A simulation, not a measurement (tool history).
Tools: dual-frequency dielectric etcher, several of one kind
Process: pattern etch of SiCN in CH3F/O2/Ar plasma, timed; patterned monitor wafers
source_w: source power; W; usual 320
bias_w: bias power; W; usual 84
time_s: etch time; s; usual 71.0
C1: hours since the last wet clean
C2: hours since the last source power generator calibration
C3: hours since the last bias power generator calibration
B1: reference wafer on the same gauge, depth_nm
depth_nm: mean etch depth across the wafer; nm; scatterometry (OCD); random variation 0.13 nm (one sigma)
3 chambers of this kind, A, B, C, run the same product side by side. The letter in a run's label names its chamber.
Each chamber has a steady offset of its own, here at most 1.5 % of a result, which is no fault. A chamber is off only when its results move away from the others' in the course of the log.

run 1C hour=4.8 | source_w=320 bias_w=84 time_s=71.0 | C1=11.8 C2=554.9 C3=2957.8 | B1=22.222 | depth_nm=26.145
run 2B hour=9.7 | source_w=320 bias_w=84 time_s=71.0 | C1=257.3 C2=2784.7 C3=1471.0 | B1=22.203 | depth_nm=26.011
run 3A hour=14.2 | source_w=320 bias_w=84 time_s=71.0 | C1=611.9 C2=1063.1 C3=1286.2 | B1=22.222 | depth_nm=25.464
run 4C hour=19.2 | source_w=320 bias_w=84 time_s=71.0 | C1=26.2 C2=569.3 C3=2972.2 | B1=22.191 | depth_nm=26.045
run 5A hour=23.0 | source_w=320 bias_w=84 time_s=71.0 | C1=620.7 C2=1071.9 C3=1295.0 | B1=22.196 | depth_nm=25.799
run 6B hour=28.0 | source_w=320 bias_w=84 time_s=71.0 | C1=275.6 C2=2803.0 C3=1489.3 | B1=22.186 | depth_nm=26.026
run 7C hour=32.1 | source_w=320 bias_w=84 time_s=71.0 | C1=39.1 C2=582.2 C3=2985.1 | B1=22.198 | depth_nm=25.996
-- hour=36.0 chamber A: wet clean of the chamber
run 8B hour=36.4 | source_w=390 bias_w=92 time_s=71.0 | C1=284.0 C2=2811.4 C3=1497.7 | B1=22.214 | depth_nm=28.998
run 9A hour=41.1 | source_w=390 bias_w=92 time_s=71.0 | C1=5.2 C2=1090.0 C3=1313.1 | B1=22.208 | depth_nm=28.449
run 10B hour=45.3 | source_w=390 bias_w=92 time_s=71.0 | C1=292.9 C2=2820.3 C3=1506.6 | B1=22.212 | depth_nm=28.897
run 11C hour=48.6 | source_w=320 bias_w=84 time_s=71.0 | C1=55.6 C2=598.7 C3=3001.6 | B1=22.199 | depth_nm=25.863
run 12A hour=51.5 | source_w=320 bias_w=84 time_s=71.0 | C1=15.6 C2=1100.4 C3=1323.5 | B1=22.195 | depth_nm=25.599
run 13A hour=55.2 | source_w=320 bias_w=84 time_s=71.0 | C1=19.3 C2=1104.1 C3=1327.2 | B1=22.190 | depth_nm=25.686
run 14B hour=58.9 | source_w=320 bias_w=84 time_s=71.0 | C1=306.5 C2=2833.9 C3=1520.2 | B1=22.217 | depth_nm=25.882
run 15C hour=61.7 | source_w=320 bias_w=84 time_s=71.0 | C1=68.7 C2=611.8 C3=3014.7 | B1=22.199 | depth_nm=25.735
run 16C hour=66.3 | source_w=350 bias_w=74 time_s=71.0 | C1=73.3 C2=616.4 C3=3019.3 | B1=22.208 | depth_nm=25.591
run 17A hour=71.5 | source_w=350 bias_w=74 time_s=71.0 | C1=35.6 C2=1120.4 C3=1343.5 | B1=22.193 | depth_nm=25.337
-- hour=73.8 chamber C: bias power generator calibrated
run 18B hour=75.0 | source_w=350 bias_w=74 time_s=71.0 | C1=322.6 C2=2850.0 C3=1536.3 | B1=22.202 | depth_nm=25.913
run 19A hour=78.0 | source_w=320 bias_w=84 time_s=71.0 | C1=42.1 C2=1126.9 C3=1350.0 | B1=22.191 | depth_nm=25.685
run 20C hour=80.6 | source_w=320 bias_w=84 time_s=71.0 | C1=87.6 C2=630.7 C3=6.9 | B1=22.205 | depth_nm=26.012
run 21B hour=84.6 | source_w=320 bias_w=84 time_s=71.0 | C1=332.2 C2=2859.6 C3=1545.9 | B1=22.205 | depth_nm=25.990
run 22B hour=89.2 | source_w=390 bias_w=84 time_s=71.0 | C1=336.8 C2=2864.2 C3=1550.5 | B1=22.204 | depth_nm=27.818
run 23C hour=94.3 | source_w=390 bias_w=84 time_s=71.0 | C1=101.3 C2=644.4 C3=20.6 | B1=22.196 | depth_nm=28.014
run 24A hour=98.0 | source_w=390 bias_w=84 time_s=71.0 | C1=62.1 C2=1146.9 C3=1370.0 | B1=22.223 | depth_nm=27.607
run 25C hour=100.6 | source_w=320 bias_w=84 time_s=71.0 | C1=107.6 C2=650.7 C3=26.9 | B1=22.226 | depth_nm=25.808
run 26A hour=102.9 | source_w=320 bias_w=84 time_s=71.0 | C1=67.0 C2=1151.8 C3=1374.9 | B1=22.208 | depth_nm=25.630
run 27B hour=107.2 | source_w=320 bias_w=84 time_s=71.0 | C1=354.8 C2=2882.2 C3=1568.5 | B1=22.241 | depth_nm=26.282
run 28B hour=110.6 | source_w=320 bias_w=84 time_s=71.0 | C1=358.2 C2=2885.6 C3=1571.9 | B1=22.231 | depth_nm=26.160
run 29A hour=115.2 | source_w=320 bias_w=84 time_s=71.0 | C1=79.3 C2=1164.1 C3=1387.2 | B1=22.207 | depth_nm=25.443
run 30C hour=120.4 | source_w=320 bias_w=75 time_s=79.5 | C1=127.4 C2=670.5 C3=46.7 | B1=22.186 | depth_nm=27.996
run 31A hour=124.9 | source_w=320 bias_w=75 time_s=79.5 | C1=89.0 C2=1173.8 C3=1396.9 | B1=22.222 | depth_nm=27.721
run 32C hour=129.4 | source_w=320 bias_w=75 time_s=79.5 | C1=136.4 C2=679.5 C3=55.7 | B1=22.202 | depth_nm=27.914
-- hour=131.1 chamber B: wet clean of the chamber
run 33B hour=132.1 | source_w=320 bias_w=84 time_s=71.0 | C1=1.0 C2=2907.1 C3=1593.4 | B1=22.225 | depth_nm=25.841
run 34B hour=135.9 | source_w=320 bias_w=84 time_s=71.0 | C1=4.8 C2=2910.9 C3=1597.2 | B1=22.197 | depth_nm=26.110
run 35C hour=140.8 | source_w=320 bias_w=84 time_s=71.0 | C1=147.8 C2=690.9 C3=67.1 | B1=22.203 | depth_nm=25.886
run 36A hour=145.9 | source_w=370 bias_w=71 time_s=71.0 | C1=110.0 C2=1194.8 C3=1417.9 | B1=22.206 | depth_nm=25.345
run 37C hour=150.1 | source_w=370 bias_w=71 time_s=71.0 | C1=157.1 C2=700.2 C3=76.4 | B1=22.197 | depth_nm=25.735
run 38B hour=154.1 | source_w=370 bias_w=71 time_s=71.0 | C1=23.0 C2=2929.1 C3=1615.4 | B1=22.202 | depth_nm=25.875
run 39A hour=159.1 | source_w=320 bias_w=84 time_s=71.0 | C1=123.2 C2=1208.0 C3=1431.1 | B1=22.184 | depth_nm=25.845
run 40A hour=161.3 | source_w=320 bias_w=84 time_s=71.0 | C1=125.4 C2=1210.2 C3=1433.3 | B1=22.199 | depth_nm=25.807
run 41B hour=165.5 | source_w=320 bias_w=84 time_s=71.0 | C1=34.4 C2=2940.5 C3=1626.8 | B1=22.214 | depth_nm=25.846
run 42C hour=170.1 | source_w=320 bias_w=84 time_s=71.0 | C1=177.1 C2=720.2 C3=96.4 | B1=22.190 | depth_nm=25.741
run 43B hour=173.1 | source_w=320 bias_w=84 time_s=71.0 | C1=42.0 C2=2948.1 C3=1634.4 | B1=22.196 | depth_nm=26.032
run 44C hour=178.3 | source_w=320 bias_w=84 time_s=71.0 | C1=185.3 C2=728.4 C3=104.6 | B1=22.207 | depth_nm=25.821

What goes on in this fleet: one chamber off, a drifting gauge, or nothing beyond the chambers' own small offsets? Name the chamber and the cause, if any.

No chamber stands off beyond its own small offset, and the gauge holds steady.
